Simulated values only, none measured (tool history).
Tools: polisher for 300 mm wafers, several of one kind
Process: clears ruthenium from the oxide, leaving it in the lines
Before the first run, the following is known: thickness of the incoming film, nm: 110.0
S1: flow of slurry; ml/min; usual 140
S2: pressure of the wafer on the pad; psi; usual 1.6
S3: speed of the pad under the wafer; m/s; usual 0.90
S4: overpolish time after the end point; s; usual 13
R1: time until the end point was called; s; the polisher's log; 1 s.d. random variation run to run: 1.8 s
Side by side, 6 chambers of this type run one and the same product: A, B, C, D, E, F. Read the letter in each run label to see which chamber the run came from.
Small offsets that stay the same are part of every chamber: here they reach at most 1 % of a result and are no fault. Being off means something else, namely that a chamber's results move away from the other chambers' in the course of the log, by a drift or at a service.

run,hour,S1,S2,S3,S4,R1
# hour 10.3: chamber F: head pressure recalibrated
1C,10.4,140,1.6,0.90,13,118.410
2B,18.4,140,1.6,0.90,13,120.880
3D,25.2,140,1.6,0.90,13,116.470
4E,30.3,140,1.6,0.90,13,118.730
# hour 30.7: chamber A: worn pad replaced by a new one
# hour 31.1: chamber A: head pressure recalibrated
# hour 38.8: chamber B: worn pad replaced by a new one
5F,40.0,140,1.6,0.90,13,120.020
6A,48.0,140,1.6,0.90,13,118.310
7E,58.0,140,1.6,0.90,13,116.640
8C,67.5,140,1.6,0.90,13,120.570
# hour 71.6: chamber D: worn pad replaced by a new one
# hour 76.2: chamber C: worn pad replaced by a new one
9B,76.8,140,1.6,0.90,13,119.960
# hour 83.2: chamber B: slurry nozzle cleaned
10D,85.9,140,1.6,0.90,13,120.760
# hour 87.2: chamber C: slurry nozzle cleaned
# hour 89.0: chamber A: worn pad replaced by a new one
11A,90.9,140,1.6,0.90,13,117.800
# hour 96.3: chamber F: worn pad replaced by a new one
12F,99.1,140,1.6,0.90,13,119.810
# hour 99.9: chamber E: worn pad replaced by a new one
13F,106.2,140,1.6,0.90,13,118.300
# hour 112.1: chamber B: worn pad replaced by a new one
14B,113.1,140,1.6,0.90,13,118.960
15A,119.6,140,1.6,0.74,13,143.870
16C,128.0,140,1.6,0.74,13,141.010
17D,138.3,140,1.6,0.74,13,144.000
18E,145.1,140,1.6,0.74,13,140.730
# hour 152.2: chamber D: worn pad replaced by a new one
19E,152.6,140,1.6,0.74,13,144.430
# hour 156.1: chamber A: worn pad replaced by a new one
20F,161.2,140,1.6,0.74,13,143.060
21D,165.8,140,2.1,0.90,17,91.161
# hour 166.7: chamber E: head pressure recalibrated
22B,175.6,140,2.1,0.90,17,94.491
23C,182.4,140,2.1,0.90,17,89.598
# hour 183.2: chamber B: worn pad replaced by a new one
# hour 187.2: chamber C: worn pad replaced by a new one
24A,191.1,140,2.1,0.90,17,92.011
# hour 197.8: chamber F: worn pad replaced by a new one
25A,201.4,140,2.1,0.90,17,89.548
26D,208.6,140,2.1,0.90,17,89.290
27F,217.1,140,1.6,0.90,13,119.760
28E,225.1,140,1.6,0.90,13,117.900
# hour 227.4: chamber A: slurry nozzle cleaned
# hour 230.8: chamber A: worn pad replaced by a new one
29C,235.4,140,1.6,0.64,17,164.890
# hour 240.6: chamber D: worn pad replaced by a new one
30B,241.1,140,1.6,0.64,17,178.730
31A,247.4,140,1.6,0.64,17,165.860
# hour 255.3: chamber E: worn pad replaced by a new one
32B,256.7,140,1.6,0.64,17,182.030
# hour 258.7: chamber B: worn pad replaced by a new one
33C,263.3,140,1.6,0.64,17,165.610
34F,270.8,140,1.6,0.64,17,167.040
35D,275.6,140,1.6,0.90,13,118.490
36E,280.8,140,1.6,0.90,13,116.950
# hour 281.2: chamber F: head pressure recalibrated
37A,286.5,140,1.6,0.90,13,115.840
38B,294.0,140,1.6,0.90,13,129.140
# hour 296.2: chamber C: worn pad replaced by a new one
39D,303.1,140,1.6,0.90,13,118.260
# hour 307.0: chamber F: worn pad replaced by a new one
40C,309.3,140,1.6,0.90,13,119.720
41E,316.5,140,1.6,0.90,13,119.770
42F,324.3,140,1.6,0.90,13,117.980
# hour 333.7: chamber F: slurry nozzle cleaned
43D,334.7,140,1.6,0.90,13,119.330
44F,342.5,140,1.6,0.90,13,120.970

What goes on in this fleet: one chamber off, a drifting gauge, or nothing beyond the chambers' own small offsets? Name the chamber and the cause, if any.

Chamber B drifts away from the others.
Cause: head's pressure below its setpoint, % = 8.09.

Below are 4 candidate recipes for chamber B's next run, each the usual settings with a change, their results shown as question marks. Which of them brings B's results back in line with what the other chambers give on the usual settings?
In-line tolerance around the mean of the other chambers on the usual settings: R1 6.400 s
45B-1,350.1,145,1.8,1.00,13,?
45B-2,350.1,140,1.8,0.90,13,?
45B-3,350.1,135,1.4,0.82,13,?
45B-4,350.1,140,1.6,0.80,13,?

Other chambers, usual settings, mean: R1 118.490 s
run,R1
45B-1,104.500
45B-2,117.020
45B-3,166.280
45B-4,148.280
The right change is 45B-2: it brings the chamber back within the allowed miss of the others.
